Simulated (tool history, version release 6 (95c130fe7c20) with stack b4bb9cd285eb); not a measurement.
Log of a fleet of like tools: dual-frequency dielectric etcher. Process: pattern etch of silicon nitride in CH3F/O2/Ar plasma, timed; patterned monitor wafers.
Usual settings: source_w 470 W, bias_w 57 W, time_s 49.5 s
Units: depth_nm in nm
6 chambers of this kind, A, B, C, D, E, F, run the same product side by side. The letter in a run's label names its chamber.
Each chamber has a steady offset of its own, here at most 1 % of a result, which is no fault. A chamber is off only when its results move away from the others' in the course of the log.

run     day  source_w  bias_w  time_s  read-back reference wafer on the same gauge, depth_nm  depth_nm
 1D   0.492       470      57    49.5                                                 34.089    34.031
 2B   0.829       470      57    49.5                                                 34.070    33.731
 3A   1.246       470      57    49.5                                                 34.129    34.534
 4C   1.517       470      57    49.5                                                 34.088    34.182
 5E   1.838       470      57    49.5                                                 34.078    34.189
 6F   2.308       470      57    49.5                                                 34.088    34.053
 7B   2.692       470      57    49.5                                                 34.114    33.820
 8E   3.017       470      57    49.5                                                 34.122    34.146
 9C   3.317       470      57    49.5                                                 34.092    34.159
10D   3.658       360      46    49.5                                                 34.117    28.672
11F   3.929       360      46    49.5                                                 34.077    28.510
12A   4.267       360      46    49.5                                                 34.111    28.926
13B   4.758       360      46    49.5                                                 34.097    28.312
14D   5.250       360      46    49.5                                                 34.101    28.763
15C   5.696       360      46    49.5                                                 34.146    29.033
16F   6.083       470      57    49.5                                                 34.138    34.294
      6.467  -- chamber C: wet clean of the chamber
17E   6.567       470      57    63.0                                                 34.091    43.911
      6.700  -- chamber D: wet clean of the chamber
18A   6.833       470      57    63.0                                                 34.103    43.757
19C   7.183       470      57    63.0                                                 34.086    43.104
20D   7.425       470      57    63.0                                                 34.122    43.738
      7.646  -- chamber A: wet clean of the chamber
21E   7.654       470      57    63.0                                                 34.060    43.508
22A   8.121       470      57    63.0                                                 34.090    43.514
23F   8.333       470      57    49.5                                                 34.084    33.814
24B   8.579       470      57    49.5                                                 34.080    33.362
25C   9.000       430      47    49.5                                                 34.151    30.871
26B   9.392       430      47    49.5                                                 34.121    30.159
27E   9.846       430      47    49.5                                                 34.071    31.070
28A  10.317       430      47    49.5                                                 34.111    31.213
29D  10.588       430      47    49.5                                                 34.090    31.117
30F  10.833       430      47    49.5                                                 34.133    30.849
31B  11.200       470      57    49.5                                                 34.121    32.923
32E  11.425       470      57    49.5                                                 34.111    34.232
33D  11.721       470      57    49.5                                                 34.088    34.174
34A  12.071       470      57    49.5                                                 34.082    34.284
35F  12.317       470      57    49.5                                                 34.093    34.171
     12.662  -- chamber D: bias power generator calibrated
36C  12.729       470      70    39.5                                                 34.106    29.184
     12.862  -- chamber F: wet clean of the chamber
37D  13.146       470      70    39.5                                                 34.117    29.231
38A  13.408       470      70    39.5                                                 34.093    29.586
39B  13.642       470      70    39.5                                                 34.107    27.624
40E  13.946       470      70    39.5                                                 34.106    29.350
41F  14.288       470      70    39.5                                                 34.108    29.173
     14.346  -- chamber E: wet clean of the chamber
42C  14.567       420      57    36.5                                                 34.074    24.017
43E  14.975       420      57    36.5                                                 34.070    24.168
44C  15.421       420      57    36.5                                                 34.102    24.087

Next, every chamber runs the same settings. What will each give?
45A  15.779       470      57    49.5                                                                ?
45B  15.779       470      57    49.5                                                                ?
45C  15.779       470      57    49.5                                                                ?
45D  15.779       470      57    49.5                                                                ?
45E  15.779       470      57    49.5                                                                ?
45F  15.779       470      57    49.5                                                                ?

run  depth_nm
45A    34.593
45B    31.847
45C    34.383
45D    34.318
45E    34.222
45F    33.810
